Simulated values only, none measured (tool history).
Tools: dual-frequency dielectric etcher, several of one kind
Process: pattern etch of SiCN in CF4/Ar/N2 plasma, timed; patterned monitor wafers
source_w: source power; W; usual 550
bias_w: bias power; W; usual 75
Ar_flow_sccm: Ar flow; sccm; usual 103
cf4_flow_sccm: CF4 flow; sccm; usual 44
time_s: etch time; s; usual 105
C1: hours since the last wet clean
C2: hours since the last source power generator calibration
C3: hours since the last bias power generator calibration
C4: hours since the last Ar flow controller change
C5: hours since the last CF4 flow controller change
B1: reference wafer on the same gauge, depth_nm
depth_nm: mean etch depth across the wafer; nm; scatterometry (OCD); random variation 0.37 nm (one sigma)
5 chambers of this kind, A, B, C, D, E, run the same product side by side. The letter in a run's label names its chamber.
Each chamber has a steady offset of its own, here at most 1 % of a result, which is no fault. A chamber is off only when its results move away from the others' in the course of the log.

{"hour": 2.3, "done": "chamber A: CF4 flow controller replaced"}
{"run": "1E", "hour": 5.8, "source_w": 550, "bias_w": 75, "Ar_flow_sccm": 103, "cf4_flow_sccm": 44, "time_s": 105, "C1": 16.3, "C2": 3650.6, "C3": 917.7, "C4": 4166.3, "C5": 2578.1, "B1": 93.99, "depth_nm": 101.24}
{"run": "2C", "hour": 12.5, "source_w": 550, "bias_w": 75, "Ar_flow_sccm": 103, "cf4_flow_sccm": 44, "time_s": 105, "C1": 320.8, "C2": 792.6, "C3": 3663.5, "C4": 4031.2, "C5": 3891.5, "B1": 93.951, "depth_nm": 102.0}
{"run": "3B", "hour": 21.6, "source_w": 550, "bias_w": 75, "Ar_flow_sccm": 103, "cf4_flow_sccm": 44, "time_s": 105, "C1": 121.0, "C2": 880.3, "C3": 1300.7, "C4": 1909.3, "C5": 913.7, "B1": 93.966, "depth_nm": 100.72}
{"run": "4A", "hour": 32.0, "source_w": 550, "bias_w": 75, "Ar_flow_sccm": 103, "cf4_flow_sccm": 44, "time_s": 105, "C1": 438.5, "C2": 1639.9, "C3": 1547.5, "C4": 1206.5, "C5": 29.7, "B1": 94.03, "depth_nm": 100.59}
{"run": "5D", "hour": 38.5, "source_w": 550, "bias_w": 75, "Ar_flow_sccm": 103, "cf4_flow_sccm": 44, "time_s": 105, "C1": 283.1, "C2": 281.3, "C3": 2293.5, "C4": 92.4, "C5": 933.5, "B1": 93.997, "depth_nm": 100.77}
{"run": "6A", "hour": 46.8, "source_w": 550, "bias_w": 75, "Ar_flow_sccm": 103, "cf4_flow_sccm": 44, "time_s": 105, "C1": 453.3, "C2": 1654.7, "C3": 1562.3, "C4": 1221.3, "C5": 44.5, "B1": 94.059, "depth_nm": 101.2}
{"run": "7B", "hour": 52.0, "source_w": 550, "bias_w": 75, "Ar_flow_sccm": 103, "cf4_flow_sccm": 44, "time_s": 105, "C1": 151.4, "C2": 910.7, "C3": 1331.1, "C4": 1939.7, "C5": 944.1, "B1": 93.955, "depth_nm": 100.69}
{"run": "8E", "hour": 62.0, "source_w": 550, "bias_w": 75, "Ar_flow_sccm": 103, "cf4_flow_sccm": 44, "time_s": 105, "C1": 72.5, "C2": 3706.8, "C3": 973.9, "C4": 4222.5, "C5": 2634.3, "B1": 93.93, "depth_nm": 101.1}
{"run": "9C", "hour": 70.3, "source_w": 550, "bias_w": 75, "Ar_flow_sccm": 103, "cf4_flow_sccm": 44, "time_s": 105, "C1": 378.6, "C2": 850.4, "C3": 3721.3, "C4": 4089.0, "C5": 3949.3, "B1": 93.907, "depth_nm": 101.53}
{"run": "10D", "hour": 75.3, "source_w": 550, "bias_w": 75, "Ar_flow_sccm": 103, "cf4_flow_sccm": 44, "time_s": 105, "C1": 319.9, "C2": 318.1, "C3": 2330.3, "C4": 129.2, "C5": 970.3, "B1": 94.013, "depth_nm": 101.31}
{"run": "11A", "hour": 81.9, "source_w": 550, "bias_w": 75, "Ar_flow_sccm": 103, "cf4_flow_sccm": 44, "time_s": 105, "C1": 488.4, "C2": 1689.8, "C3": 1597.4, "C4": 1256.4, "C5": 79.6, "B1": 94.066, "depth_nm": 100.2}
{"run": "12C", "hour": 90.2, "source_w": 550, "bias_w": 75, "Ar_flow_sccm": 103, "cf4_flow_sccm": 44, "time_s": 105, "C1": 398.5, "C2": 870.3, "C3": 3741.2, "C4": 4108.9, "C5": 3969.2, "B1": 94.129, "depth_nm": 101.73}
{"run": "13D", "hour": 99.3, "source_w": 550, "bias_w": 67, "Ar_flow_sccm": 103, "cf4_flow_sccm": 44, "time_s": 90, "C1": 343.9, "C2": 342.1, "C3": 2354.3, "C4": 153.2, "C5": 994.3, "B1": 94.006, "depth_nm": 83.42}
{"run": "14B", "hour": 107.8, "source_w": 550, "bias_w": 67, "Ar_flow_sccm": 103, "cf4_flow_sccm": 44, "time_s": 90, "C1": 207.2, "C2": 966.5, "C3": 1386.9, "C4": 1995.5, "C5": 999.9, "B1": 93.915, "depth_nm": 82.186}
{"hour": 111.3, "done": "chamber E: source power generator calibrated"}
{"hour": 111.5, "done": "chamber A: wet clean of the chamber"}
{"hour": 112.1, "done": "chamber D: wet clean of the chamber"}
{"run": "15E", "hour": 116.6, "source_w": 550, "bias_w": 67, "Ar_flow_sccm": 103, "cf4_flow_sccm": 44, "time_s": 90, "C1": 127.1, "C2": 5.3, "C3": 1028.5, "C4": 4277.1, "C5": 2688.9, "B1": 94.033, "depth_nm": 83.11}
{"run": "16A", "hour": 125.6, "source_w": 550, "bias_w": 67, "Ar_flow_sccm": 103, "cf4_flow_sccm": 44, "time_s": 90, "C1": 14.2, "C2": 1733.5, "C3": 1641.1, "C4": 1300.1, "C5": 123.3, "B1": 93.982, "depth_nm": 79.469}
{"hour": 130.0, "done": "chamber E: Ar flow controller replaced"}
{"run": "17C", "hour": 133.2, "source_w": 550, "bias_w": 67, "Ar_flow_sccm": 103, "cf4_flow_sccm": 44, "time_s": 90, "C1": 441.5, "C2": 913.3, "C3": 3784.2, "C4": 4151.9, "C5": 4012.2, "B1": 94.068, "depth_nm": 83.198}
{"run": "18E", "hour": 142.7, "source_w": 550, "bias_w": 75, "Ar_flow_sccm": 103, "cf4_flow_sccm": 44, "time_s": 105, "C1": 153.2, "C2": 31.4, "C3": 1054.6, "C4": 12.7, "C5": 2715.0, "B1": 94.089, "depth_nm": 100.49}
{"run": "19D", "hour": 150.5, "source_w": 550, "bias_w": 75, "Ar_flow_sccm": 103, "cf4_flow_sccm": 44, "time_s": 105, "C1": 38.5, "C2": 393.3, "C3": 2405.5, "C4": 204.4, "C5": 1045.5, "B1": 94.035, "depth_nm": 101.26}
{"run": "20B", "hour": 155.9, "source_w": 550, "bias_w": 75, "Ar_flow_sccm": 103, "cf4_flow_sccm": 44, "time_s": 105, "C1": 255.3, "C2": 1014.6, "C3": 1435.0, "C4": 2043.6, "C5": 1048.0, "B1": 93.983, "depth_nm": 100.56}
{"run": "21E", "hour": 166.1, "source_w": 550, "bias_w": 75, "Ar_flow_sccm": 103, "cf4_flow_sccm": 44, "time_s": 105, "C1": 176.6, "C2": 54.8, "C3": 1078.0, "C4": 36.1, "C5": 2738.4, "B1": 93.978, "depth_nm": 100.52}
{"run": "22B", "hour": 171.2, "source_w": 550, "bias_w": 75, "Ar_flow_sccm": 103, "cf4_flow_sccm": 44, "time_s": 105, "C1": 270.6, "C2": 1029.9, "C3": 1450.3, "C4": 2058.9, "C5": 1063.3, "B1": 94.076, "depth_nm": 100.54}
{"run": "23D", "hour": 176.4, "source_w": 550, "bias_w": 75, "Ar_flow_sccm": 103, "cf4_flow_sccm": 44, "time_s": 105, "C1": 64.4, "C2": 419.2, "C3": 2431.4, "C4": 230.3, "C5": 1071.4, "B1": 94.019, "depth_nm": 100.68}
{"run": "24A", "hour": 186.0, "source_w": 550, "bias_w": 75, "Ar_flow_sccm": 103, "cf4_flow_sccm": 44, "time_s": 105, "C1": 74.6, "C2": 1793.9, "C3": 1701.5, "C4": 1360.5, "C5": 183.7, "B1": 94.058, "depth_nm": 96.017}
{"run": "25C", "hour": 195.3, "source_w": 550, "bias_w": 75, "Ar_flow_sccm": 103, "cf4_flow_sccm": 44, "time_s": 105, "C1": 503.6, "C2": 975.4, "C3": 3846.3, "C4": 4214.0, "C5": 4074.3, "B1": 93.929, "depth_nm": 101.61}
{"hour": 198.6, "done": "chamber A: source power generator calibrated"}
{"run": "26B", "hour": 200.7, "source_w": 550, "bias_w": 75, "Ar_flow_sccm": 103, "cf4_flow_sccm": 44, "time_s": 105, "C1": 300.1, "C2": 1059.4, "C3": 1479.8, "C4": 2088.4, "C5": 1092.8, "B1": 94.033, "depth_nm": 100.77}
{"run": "27D", "hour": 206.8, "source_w": 550, "bias_w": 75, "Ar_flow_sccm": 103, "cf4_flow_sccm": 44, "time_s": 134, "C1": 94.8, "C2": 449.6, "C3": 2461.8, "C4": 260.7, "C5": 1101.8, "B1": 94.057, "depth_nm": 128.61}
{"run": "28A", "hour": 216.1, "source_w": 550, "bias_w": 75, "Ar_flow_sccm": 103, "cf4_flow_sccm": 44, "time_s": 134, "C1": 104.7, "C2": 17.5, "C3": 1731.6, "C4": 1390.6, "C5": 213.8, "B1": 93.922, "depth_nm": 122.75}
{"run": "29E", "hour": 227.0, "source_w": 550, "bias_w": 75, "Ar_flow_sccm": 103, "cf4_flow_sccm": 44, "time_s": 134, "C1": 237.5, "C2": 115.7, "C3": 1138.9, "C4": 97.0, "C5": 2799.3, "B1": 93.999, "depth_nm": 130.19}
{"run": "30C", "hour": 238.0, "source_w": 550, "bias_w": 75, "Ar_flow_sccm": 103, "cf4_flow_sccm": 44, "time_s": 134, "C1": 546.3, "C2": 1018.1, "C3": 3889.0, "C4": 4256.7, "C5": 4117.0, "B1": 93.987, "depth_nm": 129.75}

Next, every chamber runs the same settings. What will each give?
{"run": "31A", "hour": 245.8, "source_w": 550, "bias_w": 75, "Ar_flow_sccm": 103, "cf4_flow_sccm": 44, "time_s": 105, "depth_nm": "?"}
{"run": "31B", "hour": 245.8, "source_w": 550, "bias_w": 75, "Ar_flow_sccm": 103, "cf4_flow_sccm": 44, "time_s": 105, "depth_nm": "?"}
{"run": "31C", "hour": 245.8, "source_w": 550, "bias_w": 75, "Ar_flow_sccm": 103, "cf4_flow_sccm": 44, "time_s": 105, "depth_nm": "?"}
{"run": "31D", "hour": 245.8, "source_w": 550, "bias_w": 75, "Ar_flow_sccm": 103, "cf4_flow_sccm": 44, "time_s": 105, "depth_nm": "?"}
{"run": "31E", "hour": 245.8, "source_w": 550, "bias_w": 75, "Ar_flow_sccm": 103, "cf4_flow_sccm": 44, "time_s": 105, "depth_nm": "?"}

run=31A depth_nm=96.297
run=31B depth_nm=100.640
run=31C depth_nm=101.900
run=31D depth_nm=100.620
run=31E depth_nm=100.790
